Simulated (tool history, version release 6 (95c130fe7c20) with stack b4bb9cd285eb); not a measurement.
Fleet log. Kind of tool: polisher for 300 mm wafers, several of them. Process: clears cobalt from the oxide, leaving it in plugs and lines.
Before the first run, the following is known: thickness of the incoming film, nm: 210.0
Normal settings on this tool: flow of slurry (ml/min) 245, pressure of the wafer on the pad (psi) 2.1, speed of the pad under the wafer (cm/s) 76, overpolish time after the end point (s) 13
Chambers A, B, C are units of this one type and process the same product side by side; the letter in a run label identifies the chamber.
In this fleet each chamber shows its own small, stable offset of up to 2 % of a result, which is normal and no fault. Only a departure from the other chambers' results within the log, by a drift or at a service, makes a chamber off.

| run | day | flow of slurry (ml/min) | pressure of the wafer on the pad (psi) | speed of the pad under the wafer (cm/s) | overpolish time after the end point (s) | wafers polished on this pad | hours since the slurry nozzle was cleaned | hours since the head pressure was calibrated | time until the end point was called (s) | dishing of a wide line in a test structure (angstrom) |
|---|---|---|---|---|---|---|---|---|---|---|
|  | 0.388 | chamber C: worn pad replaced by a new one |
| 1A | 0.404 | 245 | 2.1 | 76 | 13 | 345 | 70.1 | 650.5 | 57.140 | 314.79 |
| 2B | 0.592 | 245 | 2.1 | 76 | 13 | 491 | 113.5 | 377.3 | 58.294 | 325.02 |
| 3C | 0.883 | 245 | 2.1 | 76 | 13 | 88 | 282.3 | 300.6 | 57.785 | 312.25 |
| 4B | 1.212 | 245 | 2.1 | 76 | 13 | 602 | 128.4 | 392.2 | 56.874 | 336.00 |
| 5C | 1.471 | 245 | 2.1 | 76 | 13 | 193 | 296.4 | 314.7 | 59.178 | 324.41 |
| 6A | 1.812 | 245 | 2.1 | 76 | 13 | 596 | 103.9 | 684.3 | 58.366 | 322.34 |
| 7B | 2.142 | 245 | 2.1 | 76 | 13 | 768 | 150.7 | 414.5 | 59.051 | 321.42 |
|  | 2.250 | chamber A: worn pad replaced by a new one |
| 8A | 2.400 | 245 | 2.1 | 76 | 13 | 27 | 118.0 | 698.4 | 57.596 | 316.48 |
| 9C | 2.667 | 245 | 2.1 | 76 | 13 | 406 | 325.1 | 343.4 | 56.741 | 325.05 |
| 10C | 2.925 | 245 | 2.4 | 58 | 13 | 452 | 331.3 | 349.6 | 66.796 | 280.62 |
| 11B | 3.150 | 245 | 2.4 | 58 | 13 | 948 | 174.9 | 438.7 | 65.335 | 301.22 |
| 12A | 3.479 | 245 | 2.4 | 58 | 13 | 219 | 143.9 | 724.3 | 65.316 | 297.01 |
| 13A | 3.683 | 245 | 2.1 | 76 | 13 | 255 | 148.8 | 729.2 | 56.905 | 318.57 |
| 14B | 4.008 | 210 | 1.8 | 76 | 13 | 1101 | 195.5 | 459.3 | 68.143 | 283.26 |
| 15C | 4.200 | 210 | 1.8 | 76 | 13 | 680 | 361.9 | 380.2 | 69.800 | 290.64 |
|  | 4.446 | chamber B: worn pad replaced by a new one |
| 16C | 4.546 | 210 | 1.8 | 76 | 13 | 741 | 370.2 | 388.5 | 68.599 | 279.93 |
| 17A | 4.817 | 245 | 2.1 | 76 | 13 | 458 | 176.0 | 756.4 | 57.220 | 327.47 |
| 18B | 5.067 | 245 | 2.1 | 76 | 13 | 111 | 220.9 | 484.7 | 57.600 | 319.23 |
|  | 5.200 | chamber C: slurry nozzle cleaned |
| 19B | 5.325 | 245 | 2.1 | 76 | 13 | 157 | 227.1 | 490.9 | 59.092 | 323.09 |
| 20A | 5.675 | 245 | 2.1 | 76 | 13 | 611 | 196.6 | 777.0 | 57.170 | 313.08 |
| 21C | 6.046 | 245 | 2.1 | 76 | 13 | 1009 | 20.4 | 424.5 | 58.951 | 312.29 |
|  | 6.329 | chamber B: head pressure recalibrated |
| 22C | 6.396 | 245 | 2.1 | 76 | 13 | 1071 | 28.8 | 432.9 | 57.754 | 309.03 |
| 23B | 6.800 | 245 | 2.1 | 76 | 13 | 420 | 262.5 | 11.3 | 57.938 | 318.16 |
|  | 6.896 | chamber A: worn pad replaced by a new one |
| 24A | 7.050 | 245 | 2.1 | 76 | 13 | 27 | 229.6 | 810.0 | 55.753 | 325.54 |
| 25A | 7.229 | 245 | 2.1 | 76 | 13 | 59 | 233.9 | 814.3 | 58.542 | 317.92 |
| 26B | 7.525 | 245 | 2.1 | 76 | 13 | 549 | 279.9 | 28.7 | 57.340 | 323.91 |
|  | 7.617 | chamber C: worn pad replaced by a new one |
| 27C | 7.858 | 245 | 2.1 | 76 | 13 | 43 | 63.9 | 468.0 | 56.626 | 314.02 |
|  | 7.883 | chamber C: head pressure recalibrated |
| 28C | 8.217 | 245 | 2.1 | 76 | 13 | 107 | 72.5 | 8.1 | 64.005 | 290.15 |
| 29B | 8.500 | 245 | 2.1 | 76 | 13 | 723 | 303.3 | 52.1 | 57.241 | 324.28 |
| 30A | 8.862 | 245 | 2.1 | 76 | 13 | 351 | 273.1 | 853.5 | 57.454 | 317.51 |
| 31C | 9.088 | 245 | 2.1 | 76 | 13 | 262 | 93.4 | 29.0 | 64.499 | 302.30 |
| 32A | 9.479 | 245 | 2.1 | 76 | 13 | 460 | 287.9 | 868.3 | 58.538 | 316.82 |
| 33B | 9.783 | 245 | 2.1 | 76 | 13 | 952 | 334.1 | 82.9 | 57.517 | 324.98 |
| 34B | 9.996 | 245 | 2.1 | 76 | 13 | 990 | 339.2 | 88.0 | 58.433 | 314.39 |
| 35A | 10.204 | 245 | 2.1 | 76 | 13 | 590 | 305.3 | 885.7 | 55.981 | 314.59 |
| 36C | 10.583 | 245 | 2.1 | 76 | 13 | 529 | 129.3 | 64.9 | 62.729 | 307.90 |
| 37A | 10.808 | 245 | 2.1 | 76 | 13 | 698 | 319.8 | 900.2 | 57.974 | 313.40 |
| 38C | 11.079 | 245 | 2.1 | 76 | 13 | 618 | 141.2 | 76.8 | 62.898 | 302.19 |
|  | 11.129 | chamber B: worn pad replaced by a new one |
|  | 11.400 | chamber A: worn pad replaced by a new one |
| 39B | 11.467 | 245 | 2.1 | 76 | 13 | 60 | 374.5 | 123.3 | 59.077 | 325.74 |
| 40A | 11.783 | 245 | 2.1 | 76 | 13 | 69 | 343.2 | 923.6 | 56.505 | 314.47 |
| 41C | 11.996 | 245 | 2.1 | 66 | 10 | 781 | 163.2 | 98.8 | 73.865 | 218.02 |
| 42B | 12.333 | 245 | 2.1 | 66 | 10 | 215 | 395.3 | 144.1 | 66.584 | 248.41 |
| 43B | 12.712 | 245 | 2.1 | 66 | 10 | 283 | 404.4 | 153.2 | 67.237 | 238.23 |

Which is it: a chamber that has drifted or been left off by a service, a gauge drift common to all chambers, or only each chamber's usual small offset? If a chamber is off, name it and its likeliest cause.

The work done on chamber C during a service left it standing apart from the others.
What lies behind it: head's pressure below its setpoint, % = 10.1.

Chamber C could run next with any of the 4 candidate recipes listed below; each alters the usual settings, and their results appear as question marks. Which one brings its results back in line with what the other chambers deliver on the usual settings?
In-line tolerance around the mean of the other chambers on the usual settings: time until the end point was called (s) 2.600; dishing of a wide line in a test structure (angstrom) 21.00
| 44C-1 | 13.008 | 240 | 1.9 | 66 | 13 |  |  |  | ? | ? |
| 44C-2 | 13.008 | 245 | 2.2 | 80 | 13 |  |  |  | ? | ? |
| 44C-3 | 13.008 | 250 | 2.4 | 86 | 13 |  |  |  | ? | ? |
| 44C-4 | 13.008 | 245 | 2.0 | 72 | 13 |  |  |  | ? | ? |

On the usual settings, the other chambers give on average: time until the end point was called (s) 57.512; dishing of a wide line in a test structure (angstrom) 318.51
| run | time until the end point was called (s) | dishing of a wide line in a test structure (angstrom) |
|---|---|---|
| 44C-1 | 81.964 | 252.27 |
| 44C-2 | 58.455 | 318.64 |
| 44C-3 | 49.811 | 351.80 |
| 44C-4 | 71.306 | 278.79 |
It is 44C-2 that realigns the chamber with its peers.
